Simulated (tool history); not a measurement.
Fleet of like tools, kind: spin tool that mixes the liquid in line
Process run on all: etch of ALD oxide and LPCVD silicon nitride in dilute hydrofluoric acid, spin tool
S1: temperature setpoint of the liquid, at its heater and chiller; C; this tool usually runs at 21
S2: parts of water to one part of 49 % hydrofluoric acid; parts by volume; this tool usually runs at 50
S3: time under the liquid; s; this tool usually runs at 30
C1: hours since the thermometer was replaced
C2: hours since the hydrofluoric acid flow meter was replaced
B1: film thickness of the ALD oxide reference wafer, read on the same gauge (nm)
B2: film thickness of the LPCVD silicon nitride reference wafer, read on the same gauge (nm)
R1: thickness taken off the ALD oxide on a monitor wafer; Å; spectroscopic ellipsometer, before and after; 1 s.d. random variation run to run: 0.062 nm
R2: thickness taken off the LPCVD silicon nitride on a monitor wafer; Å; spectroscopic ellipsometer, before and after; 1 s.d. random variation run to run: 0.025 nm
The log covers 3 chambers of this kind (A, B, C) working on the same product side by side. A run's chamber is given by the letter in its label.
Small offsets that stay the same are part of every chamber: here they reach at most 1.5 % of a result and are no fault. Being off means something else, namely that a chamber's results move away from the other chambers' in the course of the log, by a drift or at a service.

{"run": "1C", "hour": 5.3, "S1": 21, "S2": 50, "S3": 30, "C1": 679.8, "C2": 1256.7, "B1": 30.027, "B2": 119.98, "R1": 150.71, "R2": 1.528}
{"run": "2B", "hour": 10.1, "S1": 21, "S2": 50, "S3": 30, "C1": 1323.8, "C2": 197.3, "B1": 29.998, "B2": 119.99, "R1": 149.21, "R2": 2.3614}
{"run": "3A", "hour": 14.8, "S1": 21, "S2": 50, "S3": 30, "C1": 835.1, "C2": 192, "B1": 29.981, "B2": 119.98, "R1": 150.31, "R2": 2.5926}
{"run": "4B", "hour": 19.2, "S1": 21, "S2": 50, "S3": 30, "C1": 1332.9, "C2": 206.4, "B1": 29.99, "B2": 119.99, "R1": 148.28, "R2": 2.3859}
{"run": "5A", "hour": 23.6, "S1": 21, "S2": 50, "S3": 30, "C1": 843.9, "C2": 200.8, "B1": 30.027, "B2": 119.99, "R1": 149.48, "R2": 2.1791}
{"run": "6C", "hour": 27.2, "S1": 21, "S2": 50, "S3": 30, "C1": 701.7, "C2": 1278.6, "B1": 30.045, "B2": 119.99, "R1": 150.32, "R2": 2.3659}
{"run": "7B", "hour": 32.0, "S1": 21, "S2": 50, "S3": 15, "C1": 1345.7, "C2": 219.2, "B1": 29.99, "B2": 120, "R1": 75.335, "R2": 1.0038}
{"run": "8A", "hour": 37.9, "S1": 21, "S2": 50, "S3": 15, "C1": 858.2, "C2": 215.1, "B1": 29.995, "B2": 120.05, "R1": 75.099, "R2": 1.0793}
{"run": "9C", "hour": 41.2, "S1": 21, "S2": 50, "S3": 15, "C1": 715.7, "C2": 1292.6, "B1": 30.013, "B2": 119.98, "R1": 74.873, "R2": 1.0487}
{"run": "10B", "hour": 46.2, "S1": 21, "S2": 50, "S3": 30, "C1": 1359.9, "C2": 233.4, "B1": 30.011, "B2": 120, "R1": 149.76, "R2": 1.9475}
{"run": "11A", "hour": 51.3, "S1": 21, "S2": 50, "S3": 30, "C1": 871.6, "C2": 228.5, "B1": 29.99, "B2": 120.02, "R1": 149.81, "R2": 2.2301}
{"hour": 52.0, "done": "chamber C: thermometer replaced"}
{"run": "12C", "hour": 57.7, "S1": 21, "S2": 50, "S3": 30, "C1": 5.8, "C2": 1309.1, "B1": 30.018, "B2": 120, "R1": 149.35, "R2": 2.2489}
{"run": "13C", "hour": 64.5, "S1": 21, "S2": 50, "S3": 30, "C1": 12.6, "C2": 1315.9, "B1": 29.996, "B2": 120.04, "R1": 150.72, "R2": 1.8951}
{"run": "14A", "hour": 68.6, "S1": 21, "S2": 50, "S3": 30, "C1": 888.9, "C2": 245.8, "B1": 29.984, "B2": 119.97, "R1": 150.04, "R2": 2.0801}
{"run": "15B", "hour": 72.3, "S1": 21, "S2": 50, "S3": 30, "C1": 1386, "C2": 259.5, "B1": 29.998, "B2": 120, "R1": 149.67, "R2": 1.712}
{"run": "16A", "hour": 75.8, "S1": 21, "S2": 50, "S3": 30, "C1": 896.1, "C2": 253, "B1": 30.011, "B2": 119.98, "R1": 149.96, "R2": 1.9041}
{"run": "17C", "hour": 82.2, "S1": 21, "S2": 50, "S3": 30, "C1": 30.3, "C2": 1333.6, "B1": 30.002, "B2": 120.05, "R1": 151.22, "R2": 2.0616}
{"run": "18B", "hour": 87.7, "S1": 21, "S2": 70, "S3": 30, "C1": 1401.4, "C2": 274.9, "B1": 29.988, "B2": 120.02, "R1": 104.42, "R2": 1.5605}
{"run": "19B", "hour": 92.8, "S1": 21, "S2": 70, "S3": 30, "C1": 1406.5, "C2": 280, "B1": 29.985, "B2": 120.03, "R1": 104.85, "R2": 1.5709}
{"run": "20A", "hour": 98.7, "S1": 21, "S2": 70, "S3": 30, "C1": 919, "C2": 275.9, "B1": 30.007, "B2": 120.01, "R1": 105.77, "R2": 1.6078}
{"run": "21C", "hour": 104.2, "S1": 21, "S2": 50, "S3": 30, "C1": 52.3, "C2": 1355.6, "B1": 30.04, "B2": 120.04, "R1": 150.49, "R2": 1.929}
{"run": "22A", "hour": 107.6, "S1": 21, "S2": 50, "S3": 30, "C1": 927.9, "C2": 284.8, "B1": 30.002, "B2": 119.98, "R1": 149.79, "R2": 2.0491}
{"run": "23B", "hour": 114.5, "S1": 21, "S2": 50, "S3": 30, "C1": 1428.2, "C2": 301.7, "B1": 30.026, "B2": 119.98, "R1": 149.53, "R2": 1.9396}
{"run": "24C", "hour": 119.0, "S1": 21, "S2": 50, "S3": 30, "C1": 67.1, "C2": 1370.4, "B1": 29.983, "B2": 120.01, "R1": 150.59, "R2": 1.4264}
{"run": "25C", "hour": 125.9, "S1": 21, "S2": 35, "S3": 30, "C1": 74, "C2": 1377.3, "B1": 29.982, "B2": 119.99, "R1": 220.23, "R2": 2.3705}
{"run": "26A", "hour": 130.9, "S1": 21, "S2": 35, "S3": 30, "C1": 951.2, "C2": 308.1, "B1": 29.998, "B2": 120.03, "R1": 216.47, "R2": 2.3725}
{"run": "27B", "hour": 137.7, "S1": 21, "S2": 35, "S3": 30, "C1": 1451.4, "C2": 324.9, "B1": 29.979, "B2": 120.01, "R1": 215.83, "R2": 2.7177}

Decide between three cases: one chamber stands off from its peers, the gauge reading all wafers drifts, or nothing is wrong past each chamber's small offset. Where a chamber is off, say which and what most likely put it there.

All chambers stay in line apart from their small fixed offsets, and the gauge does not drift.
